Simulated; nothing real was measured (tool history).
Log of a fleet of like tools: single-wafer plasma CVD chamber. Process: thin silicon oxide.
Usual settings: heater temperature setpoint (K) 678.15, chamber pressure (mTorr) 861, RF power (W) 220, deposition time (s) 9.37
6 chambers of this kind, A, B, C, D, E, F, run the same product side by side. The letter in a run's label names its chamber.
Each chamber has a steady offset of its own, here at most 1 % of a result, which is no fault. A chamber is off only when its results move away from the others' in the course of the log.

run   hour  heater temperature setpoint (K)  chamber pressure (mTorr)  RF power (W)  deposition time (s)  read-back reference wafer on the same gauge, thickness_nm  mean film thickness on the monitor wafer (angstrom)
 1B    5.7                           678.15                       861           220                 9.37                                                     18.097                                               157.41
 2C   16.0                           678.15                       861           220                 9.37                                                     18.108                                               158.98
 3E   25.1                           678.15                       861           220                 9.37                                                     18.108                                               161.81
      26.6  -- chamber A: RF generator calibrated
 4A   33.5                           678.15                       861           220                 9.37                                                     18.112                                               159.16
 5F   40.8                           678.15                       861           220                 9.37                                                     18.088                                               160.40
 6D   50.1                           678.15                       861           220                 9.37                                                     18.105                                               156.63
      54.8  -- chamber C: capacitance manometer re-zeroed and calibrated
 7B   60.6                           678.15                       861           220                 9.37                                                     18.099                                               158.70
 8F   71.5                           678.15                       861           220                 9.37                                                     18.098                                               158.11
 9A   80.1                           678.15                       861           190                11.04                                                     18.120                                               174.66
10D   87.2                           678.15                       861           190                11.04                                                     18.110                                               173.64
11E   94.4                           678.15                       861           190                11.04                                                     18.106                                               175.99
12C  100.2                           678.15                       861           190                11.04                                                     18.117                                               171.21
13A  110.3                           678.15                       861           190                11.04                                                     18.098                                               173.35
14D  116.5                           678.15                       861           190                11.04                                                     18.107                                               173.61
15F  122.2                           678.15                       861           220                 9.37                                                     18.113                                               159.40
16E  132.2                           678.15                       861           220                 9.37                                                     18.099                                               159.68
17C  140.2                           678.15                       861           220                 9.37                                                     18.115                                               158.17
18B  147.0                           678.15                       861           220                 9.37                                                     18.101                                               158.91
     151.9  -- chamber B: capacitance manometer re-zeroed and calibrated
19A  157.4                           678.15                       861           220                 9.37                                                     18.106                                               159.47
20B  168.3                           678.15                       861           220                 9.37                                                     18.098                                               158.04
     178.6  -- chamber F: capacitance manometer re-zeroed and calibrated
21E  179.6                           678.15                       861           220                 9.37                                                     18.095                                               160.70
22F  185.9                           678.15                       861           220                 9.37                                                     18.114                                               148.54
23C  196.0                           678.15                       861           220                 9.37                                                     18.082                                               158.58
24D  205.3                           678.15                       861           220                10.64                                                     18.097                                               180.32
25B  210.8                           678.15                       861           220                10.64                                                     18.115                                               179.41
     217.7  -- chamber E: capacitance manometer re-zeroed and calibrated
26D  218.6                           678.15                       861           220                10.64                                                     18.088                                               180.79
     219.3  -- chamber D: RF generator calibrated
27A  223.8                           678.15                       861           220                10.64                                                     18.096                                               180.71
28C  230.0                           678.15                       861           220                10.64                                                     18.099                                               179.83
29F  236.1                           678.15                       861           220                10.64                                                     18.102                                               168.31
30E  247.0                           684.15                       861           235                 9.37                                                     18.090                                               163.28
31F  253.5                           684.15                       861           235                 9.37                                                     18.097                                               153.43
32E  263.8                           684.15                       861           235                 9.37                                                     18.090                                               164.57
     271.9  -- chamber F: RF generator calibrated
33B  273.1                           684.15                       861           235                 9.37                                                     18.092                                               162.87
34D  283.4                           684.15                       861           235                 9.37                                                     18.082                                               161.52
35C  290.0                           684.15                       861           235                 9.37                                                     18.111                                               162.81
     290.4  -- chamber B: thermocouple changed; heater temperature recalibrated
36A  296.5                           678.15                       861           220                 9.37                                                     18.090                                               158.39
37A  305.5                           678.15                       861           255                 8.08                                                     18.091                                               148.07
38B  312.4                           678.15                       861           255                 8.08                                                     18.108                                               146.27
39E  318.0                           678.15                       861           255                 8.08                                                     18.102                                               148.59
40D  326.1                           678.15                       861           255                 8.08                                                     18.080                                               146.04
41F  335.0                           678.15                       861           255                 8.08                                                     18.082                                               137.44
42C  345.7                           678.15                       861           255                 8.08                                                     18.106                                               146.27
43E  353.7                           678.15                       861           220                 9.37                                                     18.084                                               160.72
44F  361.2                           678.15                       861           220                 9.37                                                     18.094                                               149.33

What goes on in this fleet: one chamber off, a drifting gauge, or nothing beyond the chambers' own small offsets? Name the chamber and the cause, if any.

A service left chamber F off against the others.
Cause: true pressure below the setpoint (%) = 7.5.

Here are 4 candidates for chamber F's next run, each the usual settings with a change, their results left as question marks. Which one brings its results back in line with what the others give on the usual settings?
In line means no further than this from the other chambers' mean on the usual settings: mean film thickness on the monitor wafer (angstrom) 2.90
45F-1  369.8                           678.15                       801           220                 9.37                                                                                                               ?
45F-2  369.8                           678.15                       861           220                 8.42                                                                                                               ?
45F-3  369.8                           678.15                       921           220                 9.37                                                                                                               ?
45F-4  369.8                           678.15                       861           230                10.14                                                                                                               ?

The other chambers' mean on the usual settings: mean film thickness on the monitor wafer (angstrom) 159.09
  run  mean film thickness on the monitor wafer (angstrom)
45F-1                                               138.52
45F-2                                               133.66
45F-3                                               158.15
45F-4                                               164.30
45F-3 brings the chamber back in line.
